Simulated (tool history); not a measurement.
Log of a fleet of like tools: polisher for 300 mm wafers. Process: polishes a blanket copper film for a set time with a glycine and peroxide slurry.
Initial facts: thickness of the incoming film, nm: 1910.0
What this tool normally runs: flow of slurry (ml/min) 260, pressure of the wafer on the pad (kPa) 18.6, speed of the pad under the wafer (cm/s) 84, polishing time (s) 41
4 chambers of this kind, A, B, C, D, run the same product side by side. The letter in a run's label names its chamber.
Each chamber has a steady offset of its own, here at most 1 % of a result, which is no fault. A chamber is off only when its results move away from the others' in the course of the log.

run	hour	flow of slurry (ml/min)	pressure of the wafer on the pad (kPa)	speed of the pad under the wafer (cm/s)	polishing time (s)	film removed (nm)
1C	11.8	260	18.6	84	41	182.62
2A	21.1	260	18.6	84	41	183.95
# hour 24.1: chamber C: worn pad replaced by a new one
# hour 27.5: chamber B: worn pad replaced by a new one
# hour 28.5: chamber D: slurry nozzle cleaned
3B	35.7	260	18.6	84	41	182.57
4D	45	260	18.6	84	41	183.42
# hour 48.7: chamber D: worn pad replaced by a new one
5A	58.9	260	18.6	84	41	182.42
6C	65.8	260	18.6	84	41	182.85
7D	77.7	260	18.6	70	41	160.91
8B	87.7	260	18.6	70	41	160.07
# hour 91.7: chamber B: head pressure recalibrated
9B	99.7	260	18.6	70	41	161.51
# hour 101.2: chamber B: worn pad replaced by a new one
10D	113.8	260	18.6	70	41	159.8
11C	122.6	260	18.6	84	41	184.79
12A	132.7	260	18.6	84	41	183.47
# hour 135.4: chamber C: worn pad replaced by a new one
13D	139.7	260	18.6	84	41	183.76
# hour 141.6: chamber C: slurry nozzle cleaned
14A	151.1	260	18.6	84	41	186.79
# hour 154: chamber D: worn pad replaced by a new one
15B	163	260	18.6	84	41	182.71
16C	170.8	260	18.6	84	41	187.04
# hour 176.1: chamber B: worn pad replaced by a new one
17A	177.8	260	18.6	84	41	177.58
18C	186.4	260	24.1	84	41	224.01
19D	196.8	260	24.1	84	41	227.7
20B	207.4	260	24.1	84	41	229.3
21D	214.8	260	24.1	84	41	229.52
# hour 220.3: chamber C: worn pad replaced by a new one
22A	223.8	260	18.6	84	41	178.67
23C	235	260	18.6	84	41	186.21
# hour 243.2: chamber B: worn pad replaced by a new one
24B	248.3	260	13.1	84	41	141.37
25B	262.8	260	13.1	84	41	140.64
# hour 265.8: chamber D: worn pad replaced by a new one
26C	270.2	260	13.1	84	41	143.22
27A	277.6	260	13.1	84	41	136.9
# hour 285.3: chamber A: head pressure recalibrated
28D	287	260	18.6	84	41	182.98
29B	298.2	260	18.6	84	41	186.5
# hour 304.8: chamber B: worn pad replaced by a new one
30D	311.6	260	18.6	84	41	183.59
# hour 319.8: chamber C: worn pad replaced by a new one
31C	322.2	260	18.6	84	41	185.83
32A	334.1	205	18.6	84	41	166.1
33B	347.1	205	18.6	84	41	177.69

Next, all 4 chambers run the settings below, one line each with question marks for the results. What does each chamber give?
34A	357.7	260	18.6	84	41	?
34B	357.7	260	18.6	84	41	?
34C	357.7	260	18.6	84	41	?
34D	357.7	260	18.6	84	41	?

run	film removed (nm)
34A	169.26
34B	181.42
34C	184.44
34D	187.59

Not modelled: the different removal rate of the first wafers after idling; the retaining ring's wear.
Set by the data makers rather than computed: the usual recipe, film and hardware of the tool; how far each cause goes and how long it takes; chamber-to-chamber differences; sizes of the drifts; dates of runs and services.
